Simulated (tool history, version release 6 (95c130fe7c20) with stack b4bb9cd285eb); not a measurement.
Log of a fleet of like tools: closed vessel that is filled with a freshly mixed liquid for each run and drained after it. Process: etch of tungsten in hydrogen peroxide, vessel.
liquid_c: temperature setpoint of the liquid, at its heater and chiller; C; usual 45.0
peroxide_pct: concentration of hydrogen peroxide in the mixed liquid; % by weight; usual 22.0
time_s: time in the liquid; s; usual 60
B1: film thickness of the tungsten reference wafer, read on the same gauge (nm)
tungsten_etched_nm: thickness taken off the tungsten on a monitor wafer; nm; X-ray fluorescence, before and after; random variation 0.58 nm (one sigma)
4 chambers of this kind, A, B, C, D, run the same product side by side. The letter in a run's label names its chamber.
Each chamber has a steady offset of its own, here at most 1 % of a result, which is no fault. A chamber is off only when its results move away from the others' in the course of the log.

Run 1B, hour 6.5: usual settings; B1 50.009. Result: tungsten_etched_nm 88.015 nm.
Run 2D, hour 18.5: usual settings; B1 50.007. Result: tungsten_etched_nm 87.259 nm.
Run 3C, hour 26.9: usual settings; B1 49.987. Result: tungsten_etched_nm 86.751 nm.
At hour 37.0: chamber C: new drum of peroxide connected.
Run 4A, hour 37.2: usual settings; B1 49.982. Result: tungsten_etched_nm 87.180 nm.
Run 5C, hour 43.1: usual settings but peroxide_pct 27.5 % by weight, time_s 80 s; B1 50.048. Result: tungsten_etched_nm 128.840 nm.
At hour 46.7: chamber C: peroxide flow meter replaced.
Run 6B, hour 54.6: usual settings but peroxide_pct 27.5 % by weight, time_s 80 s; B1 49.974. Result: tungsten_etched_nm 129.230 nm.
Run 7D, hour 61.6: usual settings but peroxide_pct 27.5 % by weight, time_s 80 s; B1 49.985. Result: tungsten_etched_nm 130.100 nm.
Run 8A, hour 70.5: usual settings but peroxide_pct 27.5 % by weight, time_s 80 s; B1 49.997. Result: tungsten_etched_nm 129.810 nm.
Run 9C, hour 79.6: usual settings; B1 50.009. Result: tungsten_etched_nm 85.867 nm.
Run 10A, hour 86.1: usual settings; B1 49.940. Result: tungsten_etched_nm 86.567 nm.
Run 11B, hour 91.4: usual settings; B1 49.991. Result: tungsten_etched_nm 87.454 nm.
Run 12D, hour 100.4: usual settings; B1 50.032. Result: tungsten_etched_nm 86.064 nm.
Run 13C, hour 107.7: usual settings; B1 50.015. Result: tungsten_etched_nm 86.728 nm.
Run 14D, hour 119.5: usual settings; B1 50.022. Result: tungsten_etched_nm 87.663 nm.
Run 15B, hour 130.5: usual settings; B1 49.988. Result: tungsten_etched_nm 87.708 nm.
Run 16A, hour 135.8: usual settings; B1 50.025. Result: tungsten_etched_nm 86.133 nm.
At hour 145.6: chamber D: peroxide flow meter replaced.
Run 17D, hour 146.7: usual settings; B1 50.045. Result: tungsten_etched_nm 87.906 nm.
Run 18B, hour 154.5: usual settings; B1 49.950. Result: tungsten_etched_nm 86.494 nm.
Run 19A, hour 166.1: usual settings; B1 49.992. Result: tungsten_etched_nm 86.634 nm.
At hour 171.5: chamber D: new drum of peroxide connected.
Run 20C, hour 174.2: usual settings; B1 50.043. Result: tungsten_etched_nm 86.549 nm.
At hour 175.5: chamber D: thermometer replaced.
Run 21A, hour 182.0: usual settings; B1 49.978. Result: tungsten_etched_nm 86.996 nm.
Run 22D, hour 188.0: usual settings; B1 49.966. Result: tungsten_etched_nm 87.315 nm.
Run 23B, hour 197.4: usual settings; B1 49.992. Result: tungsten_etched_nm 87.104 nm.
Run 24C, hour 204.3: usual settings; B1 49.985. Result: tungsten_etched_nm 86.321 nm.
Run 25B, hour 213.1: usual settings but liquid_c 51.5 C; B1 49.980. Result: tungsten_etched_nm 128.200 nm.
Run 26A, hour 224.8: usual settings but liquid_c 51.5 C; B1 50.045. Result: tungsten_etched_nm 128.290 nm.
Run 27D, hour 234.7: usual settings but liquid_c 51.5 C; B1 49.969. Result: tungsten_etched_nm 131.240 nm.
Run 28C, hour 245.7: usual settings but liquid_c 51.5 C; B1 49.977. Result: tungsten_etched_nm 129.450 nm.
Run 29A, hour 255.8: usual settings; B1 50.008. Result: tungsten_etched_nm 86.435 nm.
Run 30C, hour 266.9: usual settings; B1 50.037. Result: tungsten_etched_nm 87.429 nm.
Run 31B, hour 276.6: usual settings; B1 49.983. Result: tungsten_etched_nm 84.082 nm.
At hour 287.2: chamber B: new drum of peroxide connected.
Run 32D, hour 288.0: usual settings; B1 49.977. Result: tungsten_etched_nm 87.623 nm.
Run 33C, hour 297.7: usual settings; B1 50.003. Result: tungsten_etched_nm 86.672 nm.
Run 34B, hour 306.4: usual settings; B1 50.021. Result: tungsten_etched_nm 84.837 nm.
Run 35A, hour 314.0: usual settings; B1 49.986. Result: tungsten_etched_nm 87.032 nm.
Run 36D, hour 324.3: usual settings; B1 50.024. Result: tungsten_etched_nm 87.014 nm.
Run 37D, hour 332.8: usual settings; B1 49.991. Result: tungsten_etched_nm 87.333 nm.
Run 38A, hour 339.4: usual settings; B1 49.969. Result: tungsten_etched_nm 86.641 nm.
Run 39B, hour 351.2: usual settings but time_s 70 s; B1 49.999. Result: tungsten_etched_nm 96.855 nm.
Run 40C, hour 362.4: usual settings but time_s 70 s; B1 50.002. Result: tungsten_etched_nm 101.510 nm.
Run 41A, hour 368.1: usual settings but time_s 70 s; B1 50.024. Result: tungsten_etched_nm 100.600 nm.
Run 42C, hour 374.1: usual settings but time_s 70 s; B1 49.984. Result: tungsten_etched_nm 101.380 nm.
Run 43B, hour 383.7: usual settings; B1 49.975. Result: tungsten_etched_nm 83.089 nm.
Run 44D, hour 393.6: usual settings but time_s 30 s; B1 49.958. Result: tungsten_etched_nm 43.707 nm.

Is one chamber off against the others, does the gauge drift, or is nothing wrong? If a chamber is off, say which, and what the likeliest cause is.

Chamber B drifts away from the others.
Cause: peroxide flow below the setpoint (%) = 11.4.
The log may not tell that from: liquid colder than its thermometer reads (K).

Here are 4 candidates for chamber B's next run, each the usual settings with a change, their results left as question marks. Which one brings its results back in line with what the others give on the usual settings?
In line means no further than this from the other chambers' mean on the usual settings: tungsten_etched_nm 2.000 nm
Run 45B-1, hour 402.3: usual settings but peroxide_pct 24.5 % by weight. Result: tungsten_etched_nm ?.
Run 45B-2, hour 402.3: usual settings but peroxide_pct 22.5 % by weight, time_s 65 s. Result: tungsten_etched_nm ?.
Run 45B-3, hour 402.3: usual settings but peroxide_pct 19.5 % by weight. Result: tungsten_etched_nm ?.
Run 45B-4, hour 402.3: usual settings but time_s 55 s. Result: tungsten_etched_nm ?.

The other chambers' mean on the usual settings: tungsten_etched_nm 86.787 nm
  run  tungsten_etched_nm
45B-1              86.873
45B-2              90.202
45B-3              77.538
45B-4              75.475
45B-1 brings the chamber back in line.
